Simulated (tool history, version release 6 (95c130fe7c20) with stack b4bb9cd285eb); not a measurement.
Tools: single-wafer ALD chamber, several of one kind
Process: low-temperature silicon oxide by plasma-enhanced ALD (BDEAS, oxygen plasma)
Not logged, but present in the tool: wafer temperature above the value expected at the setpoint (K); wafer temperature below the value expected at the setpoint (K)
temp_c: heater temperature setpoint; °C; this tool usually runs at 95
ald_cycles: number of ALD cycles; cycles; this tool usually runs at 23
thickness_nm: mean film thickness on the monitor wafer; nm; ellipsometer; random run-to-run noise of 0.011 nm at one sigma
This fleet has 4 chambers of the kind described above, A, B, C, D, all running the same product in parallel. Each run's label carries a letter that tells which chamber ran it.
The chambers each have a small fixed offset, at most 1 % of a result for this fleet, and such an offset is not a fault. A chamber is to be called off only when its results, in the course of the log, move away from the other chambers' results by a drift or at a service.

run,hour,temp_c,ald_cycles,hours since the last thermocouple change,"read-back reference wafer on the same gauge, thickness_nm",thickness_nm
1A,2.6,95,23,366.7,2.8620,3.3404
2D,4.9,95,23,617.6,2.8599,3.3398
3C,8.9,95,23,1695.4,2.8599,3.3626
4B,11.6,95,23,817.1,2.8599,3.2985
5D,14.6,95,23,627.3,2.8614,3.3502
6A,18.8,95,23,382.9,2.8586,3.3184
7C,22.2,95,23,1708.7,2.8593,3.3474
8B,25.1,95,23,830.6,2.8594,3.3217
9D,28.6,95,23,641.3,2.8608,3.3532
10A,32.8,95,23,396.9,2.8578,3.3396
11B,34.8,95,23,840.3,2.8602,3.3132
12C,38.9,95,21,1725.4,2.8616,3.0743
13A,42.5,95,21,406.6,2.8582,3.0477
# hour 43.1: chamber C: thermocouple changed; heater temperature recalibrated
14C,46.1,95,21,3.0,2.8616,3.1312
15D,49.9,95,21,662.6,2.8625,3.0781
16B,52.4,95,23,857.9,2.8603,3.3328
17D,56.1,90,25,668.8,2.8612,3.7356
18A,60.3,90,25,424.4,2.8593,3.7040
19C,64.3,90,25,21.2,2.8627,3.7970
20B,67.0,90,25,872.5,2.8600,3.6547
21D,69.0,104,23,681.7,2.8630,3.2764
22A,71.5,104,23,435.6,2.8616,3.2368
23C,74.6,104,23,31.5,2.8604,3.3377
24B,78.2,104,23,883.7,2.8620,3.2411
25A,80.7,95,23,444.8,2.8590,3.3353
26B,84.6,95,23,890.1,2.8626,3.3148
27C,88.8,95,23,45.7,2.8602,3.3906
28D,91.8,95,23,704.5,2.8589,3.3639
29C,95.3,95,23,52.2,2.8591,3.4304
30D,97.7,95,23,710.4,2.8589,3.3704
31B,102.1,95,23,907.6,2.8591,3.3176
32A,104.7,95,23,468.8,2.8600,3.3536
33A,107.3,95,23,471.4,2.8605,3.3229
34D,109.7,95,23,722.4,2.8598,3.3491
35C,113.8,95,23,70.7,2.8585,3.4228
36B,117.1,100,23,922.6,2.8588,3.2555
37B,121.5,100,23,927.0,2.8612,3.2547
38D,124.8,100,23,737.5,2.8597,3.2962
39A,128.5,100,23,492.6,2.8596,3.2737
40C,132.8,90,23,89.7,2.8583,3.4794

Predict what each chamber gives when all 4 of them run the settings below next.
41A,136.0,95,27,,,?
41B,136.0,95,27,,,?
41C,136.0,95,27,,,?
41D,136.0,95,27,,,?

run,thickness_nm
41A,3.9023
41B,3.9085
41C,4.0372
41D,3.9558
